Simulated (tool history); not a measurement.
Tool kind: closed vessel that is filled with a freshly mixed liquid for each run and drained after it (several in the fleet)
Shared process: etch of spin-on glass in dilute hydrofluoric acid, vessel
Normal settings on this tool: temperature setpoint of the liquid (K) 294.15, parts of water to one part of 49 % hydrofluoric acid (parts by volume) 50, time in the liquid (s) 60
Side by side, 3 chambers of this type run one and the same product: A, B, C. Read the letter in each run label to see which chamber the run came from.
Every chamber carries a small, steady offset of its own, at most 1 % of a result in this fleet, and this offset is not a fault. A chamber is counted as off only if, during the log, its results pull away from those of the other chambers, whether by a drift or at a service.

run   hour  temperature setpoint of the liquid (K)  parts of water to one part of 49 % hydrofluoric acid (parts by volume)  time in the liquid (s)  hours since the thermometer was replaced  hours since the hydrofluoric acid flow meter was replaced  read-back film thickness of the spin-on glass reference wafer, read on the same gauge (nm)  thickness taken off the spin-on glass on a monitor wafer (nm)
 1B    6.2                                  294.15                                                                      50                      60                                     266.2                                                      974.1                                                                                      80.001                                                         35.414
 2C    9.3                                  294.15                                                                      50                      60                                     182.9                                                      990.9                                                                                      79.969                                                         34.733
 3A   14.2                                  294.15                                                                      50                      60                                     590.9                                                       1494                                                                                      79.984                                                         34.298
 4C   18.4                                  294.15                                                                      50                      60                                       192                                                       1000                                                                                      80.019                                                         35.036
 5A   25.5                                  294.15                                                                      50                      60                                     602.2                                                     1505.3                                                                                      79.954                                                         34.154
 6B   31.6                                  294.15                                                                      50                      80                                     291.6                                                      999.5                                                                                      80.015                                                         46.616
 7B   35.6                                  294.15                                                                      50                      80                                     295.6                                                     1003.5                                                                                      79.947                                                         45.825
 8C   41.2                                  294.15                                                                      50                      80                                     214.8                                                     1022.8                                                                                      79.978                                                         47.016
 9A   44.8                                  294.15                                                                      50                      45                                     621.5                                                     1524.6                                                                                      80.032                                                         25.824
10B   48.1                                  294.15                                                                      50                      45                                     308.1                                                       1016                                                                                      79.987                                                         26.099
11A   52.6                                  294.15                                                                      50                      45                                     629.3                                                     1532.4                                                                                      80.029                                                         25.928
12C   59.5                                  294.15                                                                      40                      90                                     233.1                                                     1041.1                                                                                      80.003                                                         64.584
13C   64.5                                  294.15                                                                      40                      90                                     238.1                                                     1046.1                                                                                      80.029                                                         64.239
14A   70.3                                  294.15                                                                      40                      90                                       647                                                     1550.1                                                                                       80.02                                                         65.824
15B   73.8                                  294.15                                                                      50                      60                                     333.8                                                     1041.7                                                                                      80.026                                                         35.303
16B   77.1                                  294.15                                                                      50                      60                                     337.1                                                       1045                                                                                      79.977                                                         34.753
17A   80.5                                  294.15                                                                      60                      60                                     657.2                                                     1560.3                                                                                      80.019                                                         28.044
18C   83.8                                  294.15                                                                      60                      60                                     257.4                                                     1065.4                                                                                      80.013                                                         27.766
19C   87.6                                  294.15                                                                      60                      60                                     261.2                                                     1069.2                                                                                      80.027                                                         28.402
20A   90.9                                  294.15                                                                      50                      60                                     667.6                                                     1570.7                                                                                       79.99                                                         34.149
21B   95.8                                  294.15                                                                      50                      60                                     355.8                                                     1063.7                                                                                      80.003                                                         35.008
22C  100.1                                  294.15                                                                      50                      60                                     273.7                                                     1081.7                                                                                      79.993                                                         33.499
23B  106.4                                  294.15                                                                      50                      60                                     366.4                                                     1074.3                                                                                      80.037                                                         35.141
24A  111.3                                  294.15                                                                      50                      60                                       688                                                     1591.1                                                                                      79.976                                                         33.935
25A  118.1                                  294.15                                                                      50                      60                                     694.8                                                     1597.9                                                                                       79.99                                                         34.139
26C  123.6                                  294.15                                                                      50                      60                                     297.2                                                     1105.2                                                                                      80.006                                                         33.182
27B  129.3                                  294.15                                                                      50                      60                                     389.3                                                     1097.2                                                                                      80.012                                                         34.981
28A  133.3                                  294.15                                                                      50                      60                                       710                                                     1613.1                                                                                      80.019                                                         34.399
29C  139.8                                  294.15                                                                      50                      60                                     313.4                                                     1121.4                                                                                      79.989                                                         33.692
30B  143.1                                  296.15                                                                      50                      80                                     403.1                                                       1111                                                                                      79.977                                                         49.972
31A    147                                  296.15                                                                      50                      80                                     723.7                                                     1626.8                                                                                      80.015                                                         49.672
32B  152.6                                  296.15                                                                      50                      80                                     412.6                                                     1120.5                                                                                      79.969                                                         50.705
33C  155.7                                  294.15                                                                      50                      60                                     329.3                                                     1137.3                                                                                          80                                                         33.015
34B  160.6                                  294.15                                                                      50                      60                                     420.6                                                     1128.5                                                                                      80.002                                                         34.647
35C  165.6                                  294.15                                                                      50                      60                                     339.2                                                     1147.2                                                                                      80.009                                                         32.629
36A  170.9                                  294.15                                                                      50                      60                                     747.6                                                     1650.7                                                                                      79.983                                                          34.41
37C  174.3                                  294.15                                                                      50                      60                                     347.9                                                     1155.9                                                                                       80.01                                                         32.325
38A  178.3                                  294.15                                                                      50                      60                                       755                                                     1658.1                                                                                      80.054                                                         33.948
39B  183.2                                  294.15                                                                      40                      35                                     443.2                                                     1151.1                                                                                      79.977                                                         25.489
40C  187.9                                  294.15                                                                      40                      35                                     361.5                                                     1169.5                                                                                      80.026                                                         24.001

All chambers now run identical settings, listed one chamber a line with results as question marks. What results will each chamber show?
41A   193                                  294.15                                                                      35                      60                                                                                                                                                                                                                                                               ?
41B   193                                  294.15                                                                      35                      60                                                                                                                                                                                                                                                               ?
41C   193                                  294.15                                                                      35                      60                                                                                                                                                                                                                                                               ?

run  thickness taken off the spin-on glass on a monitor wafer (nm)
41A                                                         50.073
41B                                                         50.422
41C                                                         45.269

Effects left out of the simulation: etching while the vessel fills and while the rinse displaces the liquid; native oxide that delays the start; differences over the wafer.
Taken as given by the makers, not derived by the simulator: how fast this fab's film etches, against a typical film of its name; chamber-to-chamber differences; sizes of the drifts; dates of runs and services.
